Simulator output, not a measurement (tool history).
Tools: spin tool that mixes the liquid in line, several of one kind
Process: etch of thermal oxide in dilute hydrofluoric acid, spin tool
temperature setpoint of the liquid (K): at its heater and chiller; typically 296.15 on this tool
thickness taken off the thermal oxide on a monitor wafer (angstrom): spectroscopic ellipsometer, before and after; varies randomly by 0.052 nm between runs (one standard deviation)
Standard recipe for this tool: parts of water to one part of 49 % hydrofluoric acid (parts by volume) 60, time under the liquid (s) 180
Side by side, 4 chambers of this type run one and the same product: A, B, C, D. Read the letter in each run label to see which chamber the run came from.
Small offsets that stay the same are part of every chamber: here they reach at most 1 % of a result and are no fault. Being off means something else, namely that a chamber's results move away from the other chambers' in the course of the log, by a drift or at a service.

| run | hour | temperature setpoint of the liquid (K) | parts of water to one part of 49 % hydrofluoric acid (parts by volume) | time under the liquid (s) | read-back film thickness of the thermal oxide reference wafer, read on the same gauge (nm) | thickness taken off the thermal oxide on a monitor wafer (angstrom) |
|---|---|---|---|---|---|---|
| 1D | 6.3 | 296.15 | 60 | 180 | 80.017 | 133.510 |
| 2B | 11.5 | 296.15 | 60 | 180 | 79.939 | 133.930 |
| 3C | 20.4 | 296.15 | 60 | 180 | 79.983 | 134.300 |
| 4A | 25.9 | 296.15 | 60 | 180 | 80.020 | 133.960 |
| 5C | 30.0 | 296.15 | 60 | 180 | 79.977 | 135.650 |
| 6B | 34.4 | 296.15 | 60 | 265 | 80.047 | 196.170 |
| 7D | 39.5 | 296.15 | 60 | 265 | 80.013 | 197.660 |
| 8A | 46.2 | 296.15 | 60 | 265 | 80.021 | 196.250 |
| 9A | 52.3 | 296.15 | 60 | 265 | 80.060 | 197.680 |
| 10D | 56.9 | 300.15 | 60 | 180 | 80.008 | 158.230 |
| 11B | 61.1 | 300.15 | 60 | 180 | 80.001 | 157.990 |
| 12C | 66.7 | 300.15 | 60 | 180 | 80.028 | 159.260 |
| 13C | 72.3 | 300.15 | 60 | 180 | 80.000 | 157.500 |
| 14A | 79.9 | 296.15 | 60 | 180 | 80.046 | 134.550 |
| 15B | 85.8 | 297.65 | 60 | 180 | 80.008 | 142.760 |
| 16D | 92.1 | 297.65 | 60 | 180 | 80.046 | 145.640 |
| 17D | 100.3 | 297.65 | 60 | 180 | 80.042 | 143.820 |
| 18C | 104.7 | 297.65 | 60 | 180 | 79.966 | 142.590 |
| 19B | 111.8 | 296.15 | 60 | 180 | 80.019 | 134.300 |
| 20A | 116.6 | 296.15 | 60 | 180 | 79.974 | 133.630 |
| 21B | 123.3 | 296.15 | 60 | 180 | 79.932 | 134.450 |
| 22D | 129.5 | 296.15 | 60 | 180 | 80.002 | 136.770 |
| 23C | 133.5 | 296.15 | 60 | 180 | 80.045 | 134.200 |
| 24A | 138.8 | 296.15 | 60 | 180 | 79.991 | 134.940 |
| 25D | 146.4 | 296.15 | 60 | 180 | 80.012 | 136.910 |
| 26A | 150.6 | 296.15 | 60 | 180 | 79.990 | 133.960 |
| 27C | 154.5 | 296.15 | 60 | 250 | 79.953 | 188.110 |
| 28B | 162.1 | 296.15 | 60 | 250 | 79.986 | 183.940 |
|  | 164.9 | chamber D: thermometer replaced |
| 29A | 169.9 | 296.15 | 60 | 250 | 80.055 | 186.890 |
| 30B | 176.5 | 296.15 | 60 | 250 | 79.979 | 187.290 |
| 31D | 184.3 | 292.65 | 60 | 100 | 79.996 | 66.151 |
| 32C | 189.8 | 292.65 | 60 | 100 | 79.983 | 64.286 |
| 33C | 198.1 | 292.65 | 60 | 100 | 79.970 | 64.132 |
| 34A | 204.7 | 292.65 | 60 | 100 | 79.961 | 64.122 |
|  | 209.1 | chamber B: hydrofluoric acid flow meter replaced |
| 35D | 213.1 | 296.15 | 60 | 180 | 79.987 | 138.940 |
| 36B | 221.0 | 292.15 | 60 | 180 | 79.973 | 112.440 |
| 37C | 227.4 | 292.15 | 60 | 180 | 79.985 | 114.300 |
| 38B | 231.4 | 292.15 | 60 | 180 | 80.052 | 111.870 |
| 39D | 236.6 | 292.15 | 60 | 180 | 79.987 | 117.910 |
| 40A | 245.5 | 296.15 | 60 | 180 | 80.003 | 134.130 |
| 41D | 251.0 | 296.15 | 60 | 180 | 79.976 | 140.850 |
|  | 253.7 | chamber A: thermometer replaced |
| 42A | 256.2 | 296.15 | 60 | 180 | 80.003 | 134.560 |
| 43B | 260.0 | 296.15 | 60 | 180 | 80.053 | 134.030 |
| 44C | 264.5 | 296.15 | 60 | 180 | 80.016 | 134.440 |

Decide between three cases: one chamber stands off from its peers, the gauge reading all wafers drifts, or nothing is wrong past each chamber's small offset. Where a chamber is off, say which and what most likely put it there.

Chamber D drifts away from the others.
Most likely cause: hydrofluoric acid flow above the setpoint (%) = 4.34.

Below are 4 candidate recipes for chamber D's next run, each the usual settings with a change, their results shown as question marks. Which of them brings D's results back in line with what the other chambers give on the usual settings?
Allowed miss from the other chambers' usual-settings mean, per result, to count as in line: thickness taken off the thermal oxide on a monitor wafer (angstrom) 1.800
| 45D-1 | 270.9 | 295.15 | 60 | 180 |  | ? |
| 45D-2 | 270.9 | 296.15 | 60 | 165 |  | ? |
| 45D-3 | 270.9 | 297.15 | 60 | 180 |  | ? |
| 45D-4 | 270.9 | 296.15 | 55 | 180 |  | ? |

Other chambers, usual settings, mean: thickness taken off the thermal oxide on a monitor wafer (angstrom) 134.010
| run | thickness taken off the thermal oxide on a monitor wafer (angstrom) |
|---|---|
| 45D-1 | 134.500 |
| 45D-2 | 128.610 |
| 45D-3 | 146.240 |
| 45D-4 | 153.960 |
45D-1 puts the chamber back in line with the other chambers.

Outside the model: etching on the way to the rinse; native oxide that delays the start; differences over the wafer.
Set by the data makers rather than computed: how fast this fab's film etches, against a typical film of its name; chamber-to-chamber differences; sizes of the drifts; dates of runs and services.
